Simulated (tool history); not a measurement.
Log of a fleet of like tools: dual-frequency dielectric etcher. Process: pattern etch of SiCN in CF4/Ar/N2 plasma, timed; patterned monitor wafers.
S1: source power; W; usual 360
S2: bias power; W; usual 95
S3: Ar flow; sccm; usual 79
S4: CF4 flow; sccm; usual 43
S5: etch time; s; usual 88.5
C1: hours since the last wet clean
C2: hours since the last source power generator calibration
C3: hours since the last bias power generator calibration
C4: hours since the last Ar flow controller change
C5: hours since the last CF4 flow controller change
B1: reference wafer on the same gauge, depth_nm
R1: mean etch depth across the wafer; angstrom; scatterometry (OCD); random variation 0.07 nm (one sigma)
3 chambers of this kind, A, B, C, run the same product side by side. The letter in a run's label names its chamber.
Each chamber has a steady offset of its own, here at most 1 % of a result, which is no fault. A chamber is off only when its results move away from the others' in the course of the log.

run	hour	S1	S2	S3	S4	S5	C1	C2	C3	C4	C5	B1	R1
1A	12.4	360	95	79	43	88.5	350.2	155.7	764	3535.7	511.5	78.808	668.56
2B	19.5	360	95	79	43	88.5	429.3	1290.2	1279.6	1173.4	477.9	78.83	670.54
3C	28.7	360	95	79	43	88.5	95.1	2881.7	354	787.9	1696.7	78.837	672.28
4A	35.5	360	95	79	43	88.5	373.3	178.8	787.1	3558.8	534.6	78.832	668.5
5C	46.2	360	95	79	43	88.5	112.6	2899.2	371.5	805.4	1714.2	78.85	672.84
6B	58.3	360	95	79	43	88.5	468.1	1329	1318.4	1212.2	516.7	78.879	670.92
7C	67.3	360	95	79	43	88.5	133.7	2920.3	392.6	826.5	1735.3	78.887	672.88
8B	79.4	360	95	69	37	88.5	489.2	1350.1	1339.5	1233.3	537.8	78.892	668.66
9A	89.9	360	95	69	37	88.5	427.7	233.2	841.5	3613.2	589	78.881	665.5
10C	99.2	360	95	69	37	88.5	165.6	2952.2	424.5	858.4	1767.2	78.913	671.14
# hour 102.5: chamber A: wet clean of the chamber
11A	111.7	360	95	79	43	88.5	9.2	255	863.3	3635	610.8	78.913	668.39
12B	122.4	360	95	79	43	88.5	532.2	1393.1	1382.5	1276.3	580.8	78.938	672.36
13A	133.6	360	95	79	43	88.5	31.1	276.9	885.2	3656.9	632.7	78.948	667.89
# hour 141.6: chamber B: wet clean of the chamber
14B	145.8	360	95	79	43	88.5	4.2	1416.5	1405.9	1299.7	604.2	78.94	671.44
15C	158.4	360	95	79	43	88.5	224.8	3011.4	483.7	917.6	1826.4	78.975	673.12
16A	168	360	95	79	43	88.5	65.5	311.3	919.6	3691.3	667.1	78.981	667.98
17C	175.5	360	95	79	43	88.5	241.9	3028.5	500.8	934.7	1843.5	78.994	674.91
18B	185.7	360	95	79	43	88.5	44.1	1456.4	1445.8	1339.6	644.1	79.038	671.09
19C	193.9	360	95	79	43	88.5	260.3	3046.9	519.2	953.1	1861.9	79.027	674.84
20A	200.9	360	95	79	43	88.5	98.4	344.2	952.5	3724.2	700	79.013	668.93
21B	214.2	360	95	79	43	88.5	72.6	1484.9	1474.3	1368.1	672.6	79.033	671.17
22C	221.8	360	95	79	43	88.5	288.2	3074.8	547.1	981	1889.8	79.047	675.27
23B	230.8	360	95	79	43	88.5	89.2	1501.5	1490.9	1384.7	689.2	79.064	670.37
24A	243	360	95	79	43	88.5	140.5	386.3	994.6	3766.3	742.1	79.081	668.7
25C	252.9	360	83	79	43	106.5	319.3	3105.9	578.2	1012.1	1920.9	79.09	770.66
26A	259.7	360	83	79	43	106.5	157.2	403	1011.3	3783	758.8	79.107	765.59
27B	271.2	360	83	79	43	106.5	129.6	1541.9	1531.3	1425.1	729.6	79.104	768.53
28B	284.2	360	95	79	43	88.5	142.6	1554.9	1544.3	1438.1	742.6	79.105	671.28
29A	294.6	360	95	79	43	88.5	192.1	437.9	1046.2	3817.9	793.7	79.123	671.44

All 3 chambers run these settings next. Forecast each chamber's results:
30A	304.3	360	95	79	43	88.5							?
30B	304.3	360	95	79	43	88.5							?
30C	304.3	360	95	79	43	88.5							?

run	R1
30A	670.92
30B	672.13
30C	674.81
